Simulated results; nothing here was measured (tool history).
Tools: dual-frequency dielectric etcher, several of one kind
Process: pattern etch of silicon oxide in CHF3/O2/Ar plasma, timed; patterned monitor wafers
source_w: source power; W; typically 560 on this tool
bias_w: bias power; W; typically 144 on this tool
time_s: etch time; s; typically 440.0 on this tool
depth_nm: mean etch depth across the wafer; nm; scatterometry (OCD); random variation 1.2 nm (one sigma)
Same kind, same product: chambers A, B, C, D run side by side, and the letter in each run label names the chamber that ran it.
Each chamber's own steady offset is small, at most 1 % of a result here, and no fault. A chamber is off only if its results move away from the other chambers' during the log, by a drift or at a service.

run   hour  source_w  bias_w  time_s  hours since the last wet clean  hours since the last source power generator calibration  hours since the last bias power generator calibration  read-back reference wafer on the same gauge, depth_nm  depth_nm
 1D    9.8       560     144   440.0                           335.2                                                   2997.7                                                 1773.4                                                 830.97    780.33
 2B   18.0       560     144   440.0                           680.1                                                   1344.4                                                  510.9                                                 830.69    787.67
 3A   27.3       560     144   440.0                            37.1                                                   1319.2                                                  336.8                                                 830.76    785.30
 4C   35.7       560     144   440.0                           363.4                                                   2489.5                                                 1224.3                                                 830.05    784.80
      40.0  -- chamber B: wet clean of the chamber
 5B   46.2       560     144   440.0                             6.2                                                   1372.6                                                  539.1                                                 829.69    784.40
 6D   54.3       620     144   440.0                           379.7                                                   3042.2                                                 1817.9                                                 829.30    810.39
      57.3  -- chamber B: source power generator calibrated
 7A   63.2       620     144   440.0                            73.0                                                   1355.1                                                  372.7                                                 828.84    817.56
 8C   71.4       620     144   440.0                           399.1                                                   2525.2                                                 1260.0                                                 828.90    815.67
 9C   82.2       620     144   440.0                           409.9                                                   2536.0                                                 1270.8                                                 828.66    816.08
10D   88.8       560     144   440.0                           414.2                                                   3076.7                                                 1852.4                                                 828.81    776.70
11B   95.6       560     144   440.0                            55.6                                                     38.3                                                  588.5                                                 828.51    787.57
12A  101.0       560     170   511.5                           110.8                                                   1392.9                                                  410.5                                                 828.61    960.84
13B  108.6       560     170   511.5                            68.6                                                     51.3                                                  601.5                                                 828.18    965.62
14C  116.1       560     170   511.5                           443.8                                                   2569.9                                                 1304.7                                                 828.19    959.62
15D  126.6       560     170   511.5                           452.0                                                   3114.5                                                 1890.2                                                 827.75    952.17
16A  135.9       560     144   440.0                           145.7                                                   1427.8                                                  445.4                                                 827.26    781.15
17D  141.1       560     144   440.0                           466.5                                                   3129.0                                                 1904.7                                                 827.32    776.48
     148.4  -- chamber D: wet clean of the chamber
18C  150.8       560     144   440.0                           478.5                                                   2604.6                                                 1339.4                                                 826.99    779.83
19A  155.5       560     144   440.0                           165.3                                                   1447.4                                                  465.0                                                 826.57    780.16
20B  165.7       560     144   440.0                           125.7                                                    108.4                                                  658.6                                                 826.13    783.89
21C  173.2       560     144   440.0                           500.9                                                   2627.0                                                 1361.8                                                 826.44    781.26
22A  178.1       560     144   440.0                           187.9                                                   1470.0                                                  487.6                                                 826.39    780.67
23D  187.8       560     144   440.0                            39.5                                                   3175.7                                                 1951.4                                                 825.95    775.45
24B  194.6       560     112   537.5                           154.6                                                    137.3                                                  687.5                                                 825.93    885.06

Is one chamber off against the others, does the gauge drift, or is nothing wrong? If a chamber is off, say which, and what the likeliest cause is.

No chamber is off; the gauge reading every chamber's wafers drifts, which makes the whole fleet appear to move together.
Most likely cause: gauge reads low (%) = 0.648.

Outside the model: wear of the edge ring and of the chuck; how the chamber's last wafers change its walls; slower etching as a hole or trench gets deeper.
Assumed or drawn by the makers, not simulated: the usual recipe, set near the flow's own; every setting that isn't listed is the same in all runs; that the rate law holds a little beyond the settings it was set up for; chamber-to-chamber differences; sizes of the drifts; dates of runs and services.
